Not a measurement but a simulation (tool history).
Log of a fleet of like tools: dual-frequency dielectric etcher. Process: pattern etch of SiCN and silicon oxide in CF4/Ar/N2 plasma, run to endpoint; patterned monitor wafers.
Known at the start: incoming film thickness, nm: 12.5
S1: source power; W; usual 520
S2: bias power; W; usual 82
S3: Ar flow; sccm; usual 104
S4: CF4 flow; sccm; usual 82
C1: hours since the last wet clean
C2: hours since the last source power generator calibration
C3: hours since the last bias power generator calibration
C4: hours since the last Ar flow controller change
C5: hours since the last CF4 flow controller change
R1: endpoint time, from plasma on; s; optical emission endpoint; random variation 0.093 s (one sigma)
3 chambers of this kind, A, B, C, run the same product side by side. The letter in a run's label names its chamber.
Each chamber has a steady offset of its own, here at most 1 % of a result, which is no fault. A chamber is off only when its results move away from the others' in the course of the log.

{"run": "1B", "hour": 7.0, "S1": 520, "S2": 82, "S3": 104, "S4": 82, "C1": 167.1, "C2": 1878.6, "C3": 1444.9, "C4": 30.6, "C5": 1678.4, "R1": 12.035}
{"run": "2A", "hour": 15.2, "S1": 520, "S2": 82, "S3": 104, "S4": 82, "C1": 503.2, "C2": 2133.9, "C3": 1764.1, "C4": 557.2, "C5": 291.4, "R1": 12.053}
{"run": "3C", "hour": 21.2, "S1": 520, "S2": 82, "S3": 104, "S4": 82, "C1": 186.2, "C2": 1512.9, "C3": 1366.0, "C4": 3772.5, "C5": 3162.9, "R1": 11.911}
{"run": "4A", "hour": 27.8, "S1": 520, "S2": 82, "S3": 104, "S4": 82, "C1": 515.8, "C2": 2146.5, "C3": 1776.7, "C4": 569.8, "C5": 304.0, "R1": 12.077}
{"run": "5C", "hour": 35.8, "S1": 520, "S2": 82, "S3": 104, "S4": 82, "C1": 200.8, "C2": 1527.5, "C3": 1380.6, "C4": 3787.1, "C5": 3177.5, "R1": 11.91}
{"run": "6B", "hour": 40.9, "S1": 520, "S2": 82, "S3": 104, "S4": 82, "C1": 201.0, "C2": 1912.5, "C3": 1478.8, "C4": 64.5, "C5": 1712.3, "R1": 12.031}
{"run": "7B", "hour": 46.9, "S1": 520, "S2": 82, "S3": 104, "S4": 82, "C1": 207.0, "C2": 1918.5, "C3": 1484.8, "C4": 70.5, "C5": 1718.3, "R1": 12.142}
{"run": "8A", "hour": 53.6, "S1": 520, "S2": 82, "S3": 104, "S4": 82, "C1": 541.6, "C2": 2172.3, "C3": 1802.5, "C4": 595.6, "C5": 329.8, "R1": 11.923}
{"run": "9C", "hour": 58.0, "S1": 520, "S2": 82, "S3": 104, "S4": 82, "C1": 223.0, "C2": 1549.7, "C3": 1402.8, "C4": 3809.3, "C5": 3199.7, "R1": 12.047}
{"hour": 60.7, "done": "chamber A: wet clean of the chamber"}
{"run": "10C", "hour": 64.6, "S1": 520, "S2": 82, "S3": 104, "S4": 82, "C1": 229.6, "C2": 1556.3, "C3": 1409.4, "C4": 3815.9, "C5": 3206.3, "R1": 12.087}
{"run": "11A", "hour": 72.9, "S1": 520, "S2": 82, "S3": 104, "S4": 82, "C1": 12.2, "C2": 2191.6, "C3": 1821.8, "C4": 614.9, "C5": 349.1, "R1": 12.146}
{"hour": 78.7, "done": "chamber C: source power generator calibrated"}
{"run": "12B", "hour": 82.3, "S1": 520, "S2": 82, "S3": 104, "S4": 82, "C1": 242.4, "C2": 1953.9, "C3": 1520.2, "C4": 105.9, "C5": 1753.7, "R1": 11.909}
{"run": "13A", "hour": 87.1, "S1": 520, "S2": 82, "S3": 104, "S4": 82, "C1": 26.4, "C2": 2205.8, "C3": 1836.0, "C4": 629.1, "C5": 363.3, "R1": 12.215}
{"run": "14B", "hour": 96.0, "S1": 520, "S2": 96, "S3": 104, "S4": 91, "C1": 256.1, "C2": 1967.6, "C3": 1533.9, "C4": 119.6, "C5": 1767.4, "R1": 11.188}
{"run": "15C", "hour": 105.5, "S1": 520, "S2": 96, "S3": 104, "S4": 91, "C1": 270.5, "C2": 26.9, "C3": 1450.3, "C4": 3856.8, "C5": 3247.2, "R1": 11.234}
{"run": "16C", "hour": 113.9, "S1": 520, "S2": 96, "S3": 104, "S4": 91, "C1": 278.9, "C2": 35.3, "C3": 1458.7, "C4": 3865.2, "C5": 3255.6, "R1": 11.159}
{"run": "17A", "hour": 121.3, "S1": 520, "S2": 82, "S3": 104, "S4": 82, "C1": 60.6, "C2": 2240.0, "C3": 1870.2, "C4": 663.3, "C5": 397.5, "R1": 12.056}
{"run": "18B", "hour": 127.6, "S1": 520, "S2": 82, "S3": 104, "S4": 82, "C1": 287.7, "C2": 1999.2, "C3": 1565.5, "C4": 151.2, "C5": 1799.0, "R1": 12.127}
{"run": "19B", "hour": 137.1, "S1": 520, "S2": 82, "S3": 104, "S4": 82, "C1": 297.2, "C2": 2008.7, "C3": 1575.0, "C4": 160.7, "C5": 1808.5, "R1": 11.96}
{"run": "20A", "hour": 141.3, "S1": 520, "S2": 82, "S3": 104, "S4": 82, "C1": 80.6, "C2": 2260.0, "C3": 1890.2, "C4": 683.3, "C5": 417.5, "R1": 12.239}
{"run": "21C", "hour": 148.4, "S1": 520, "S2": 82, "S3": 104, "S4": 82, "C1": 313.4, "C2": 69.8, "C3": 1493.2, "C4": 3899.7, "C5": 3290.1, "R1": 12.052}
{"run": "22A", "hour": 152.7, "S1": 520, "S2": 82, "S3": 104, "S4": 82, "C1": 92.0, "C2": 2271.4, "C3": 1901.6, "C4": 694.7, "C5": 428.9, "R1": 12.008}
{"run": "23C", "hour": 161.1, "S1": 520, "S2": 82, "S3": 104, "S4": 82, "C1": 326.1, "C2": 82.5, "C3": 1505.9, "C4": 3912.4, "C5": 3302.8, "R1": 12.091}
{"run": "24B", "hour": 166.1, "S1": 520, "S2": 82, "S3": 104, "S4": 82, "C1": 326.2, "C2": 2037.7, "C3": 1604.0, "C4": 189.7, "C5": 1837.5, "R1": 11.976}
{"run": "25B", "hour": 172.6, "S1": 520, "S2": 70, "S3": 104, "S4": 82, "C1": 332.7, "C2": 2044.2, "C3": 1610.5, "C4": 196.2, "C5": 1844.0, "R1": 12.454}
{"run": "26C", "hour": 178.1, "S1": 520, "S2": 70, "S3": 104, "S4": 82, "C1": 343.1, "C2": 99.5, "C3": 1522.9, "C4": 3929.4, "C5": 3319.8, "R1": 12.73}
{"run": "27A", "hour": 184.4, "S1": 520, "S2": 70, "S3": 104, "S4": 82, "C1": 123.7, "C2": 2303.1, "C3": 1933.3, "C4": 726.4, "C5": 460.6, "R1": 12.786}
{"run": "28C", "hour": 192.8, "S1": 520, "S2": 82, "S3": 104, "S4": 82, "C1": 357.8, "C2": 114.2, "C3": 1537.6, "C4": 3944.1, "C5": 3334.5, "R1": 11.893}
{"run": "29B", "hour": 197.8, "S1": 520, "S2": 82, "S3": 104, "S4": 82, "C1": 357.9, "C2": 2069.4, "C3": 1635.7, "C4": 221.4, "C5": 1869.2, "R1": 12.006}

Next, every chamber runs the same settings. What will each give?
{"run": "30A", "hour": 204.7, "S1": 520, "S2": 82, "S3": 104, "S4": 82, "R1": "?"}
{"run": "30B", "hour": 204.7, "S1": 520, "S2": 82, "S3": 104, "S4": 82, "R1": "?"}
{"run": "30C", "hour": 204.7, "S1": 520, "S2": 82, "S3": 104, "S4": 82, "R1": "?"}

run=30A R1=12.133
run=30B R1=11.925
run=30C R1=11.987
